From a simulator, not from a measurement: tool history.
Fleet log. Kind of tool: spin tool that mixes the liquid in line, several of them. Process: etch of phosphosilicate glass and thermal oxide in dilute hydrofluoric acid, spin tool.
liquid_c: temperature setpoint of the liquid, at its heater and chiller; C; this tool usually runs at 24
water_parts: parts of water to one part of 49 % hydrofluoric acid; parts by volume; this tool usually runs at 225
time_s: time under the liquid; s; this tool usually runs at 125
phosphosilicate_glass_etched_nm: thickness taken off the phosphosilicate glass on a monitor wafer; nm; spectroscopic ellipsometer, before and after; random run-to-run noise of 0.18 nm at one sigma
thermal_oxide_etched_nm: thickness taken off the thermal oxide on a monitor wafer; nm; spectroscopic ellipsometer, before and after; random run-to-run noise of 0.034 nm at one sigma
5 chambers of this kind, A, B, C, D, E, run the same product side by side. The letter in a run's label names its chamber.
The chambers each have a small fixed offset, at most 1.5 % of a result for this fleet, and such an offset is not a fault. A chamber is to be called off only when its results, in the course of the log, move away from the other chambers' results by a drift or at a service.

| run | hour | liquid_c | water_parts | time_s | read-back film thickness of the phosphosilicate glass reference wafer, read on the same gauge (nm) | read-back film thickness of the thermal oxide reference wafer, read on the same gauge (nm) | phosphosilicate_glass_etched_nm | thermal_oxide_etched_nm |
|---|---|---|---|---|---|---|---|---|
| 1A | 3.2 | 24 | 225 | 125 | 69.988 | 140 | 50.78 | 2.3915 |
| 2B | 7.3 | 24 | 225 | 125 | 70.034 | 139.99 | 50.5 | 2.3894 |
| 3E | 10.6 | 24 | 225 | 125 | 70.025 | 139.99 | 49.858 | 2.4092 |
| 4C | 12.8 | 24 | 225 | 125 | 69.996 | 139.99 | 50.07 | 2.3987 |
| 5D | 17.3 | 24 | 225 | 125 | 69.979 | 139.96 | 50.209 | 2.3545 |
| 6B | 21.7 | 24 | 225 | 125 | 70.001 | 139.99 | 51.158 | 2.4143 |
| 7A | 26.1 | 24 | 225 | 125 | 70.002 | 140.02 | 50.848 | 2.415 |
| 8C | 29 | 24 | 225 | 125 | 69.998 | 140.03 | 49.981 | 2.337 |
| 9D | 31.5 | 24 | 225 | 195 | 69.991 | 139.99 | 78.775 | 3.6845 |
| 10E | 34.3 | 24 | 225 | 195 | 70.024 | 140.01 | 77.648 | 3.6941 |
| 11B | 38.6 | 24 | 225 | 195 | 69.983 | 140.01 | 79.232 | 3.6773 |
| 12C | 42.8 | 24 | 225 | 195 | 69.992 | 140.03 | 77.9 | 3.661 |
| 13A | 46 | 24 | 225 | 195 | 70.016 | 139.97 | 79.226 | 3.7737 |
| 14E | 51 | 21 | 175 | 125 | 70.012 | 139.99 | 60.127 | 2.8498 |
| 15D | 53.2 | 21 | 175 | 125 | 70.013 | 140.01 | 60.678 | 2.8922 |
| 16A | 55.8 | 21 | 175 | 125 | 69.969 | 139.98 | 61.5 | 2.9142 |
| 17D | 58.6 | 21 | 175 | 125 | 69.999 | 140.01 | 60.647 | 2.7882 |
| 18C | 62.6 | 21 | 175 | 125 | 70.002 | 140 | 60.671 | 2.8812 |
| 19B | 66.3 | 22.5 | 225 | 155 | 69.999 | 140 | 59.28 | 2.7626 |
| 20E | 68.9 | 22.5 | 225 | 155 | 69.998 | 140.01 | 58.535 | 2.8619 |
| 21B | 72.1 | 22.5 | 225 | 155 | 70 | 140.01 | 59.701 | 2.893 |
| 22A | 76.6 | 22.5 | 225 | 155 | 69.982 | 139.97 | 59.342 | 2.7543 |
| 23D | 80.8 | 22.5 | 225 | 155 | 70.001 | 139.98 | 59.197 | 2.8447 |
| 24E | 85.3 | 24 | 225 | 125 | 70.006 | 140.02 | 49.896 | 2.4159 |
| 25C | 87.8 | 24 | 225 | 125 | 69.99 | 140 | 49.814 | 2.4399 |
| 26C | 90.5 | 24 | 225 | 125 | 70.012 | 140.02 | 50.136 | 2.396 |
| 27E | 94 | 24 | 225 | 125 | 69.972 | 139.99 | 49.93 | 2.3406 |
| 28D | 98.3 | 24 | 225 | 125 | 70.001 | 140.02 | 50.478 | 2.3956 |
| 29B | 102.3 | 24 | 225 | 125 | 69.987 | 140.03 | 50.807 | 2.3713 |
| 30A | 107.4 | 24 | 225 | 125 | 70.008 | 140.03 | 51.068 | 2.4149 |
| 31D | 110.4 | 24 | 225 | 125 | 70.027 | 140.01 | 50.32 | 2.4362 |
| 32A | 114.2 | 24 | 225 | 125 | 69.987 | 139.98 | 50.381 | 2.4444 |
| 33C | 116.5 | 24 | 225 | 125 | 70.038 | 140 | 50.129 | 2.4281 |
| 34B | 120 | 24 | 225 | 125 | 70.007 | 140.02 | 50.694 | 2.3881 |
|  | 123.3 | chamber E: hydrofluoric acid flow meter replaced |
| 35E | 124.9 | 24 | 225 | 125 | 70.009 | 140.02 | 50.108 | 2.4377 |
| 36B | 128.1 | 24 | 225 | 125 | 70.019 | 139.96 | 50.722 | 2.352 |
| 37C | 132.7 | 24 | 225 | 125 | 70 | 140.02 | 50.159 | 2.3552 |
| 38D | 135.6 | 24 | 145 | 125 | 69.989 | 140 | 84.344 | 3.9505 |
| 39A | 139.3 | 24 | 145 | 125 | 70.005 | 140 | 86.325 | 4.0686 |
| 40E | 142.7 | 24 | 145 | 125 | 69.991 | 140.02 | 82.901 | 4.0695 |
| 41B | 147.2 | 24 | 145 | 125 | 70.026 | 140 | 85.361 | 4.0807 |
| 42E | 150.7 | 24 | 145 | 125 | 70.015 | 140.01 | 83.909 | 4.0401 |
| 43C | 155 | 24 | 225 | 125 | 69.994 | 140.02 | 49.955 | 2.3475 |
| 44D | 158.9 | 24 | 225 | 125 | 69.992 | 139.96 | 50.363 | 2.4228 |

Is one chamber out of step, is the gauge drifting, or do the chambers differ by no more than their own small offsets? For an off chamber, give its letter and the likeliest cause.

Nothing is wrong: each chamber keeps only its own small, steady offset and the gauge holds still.

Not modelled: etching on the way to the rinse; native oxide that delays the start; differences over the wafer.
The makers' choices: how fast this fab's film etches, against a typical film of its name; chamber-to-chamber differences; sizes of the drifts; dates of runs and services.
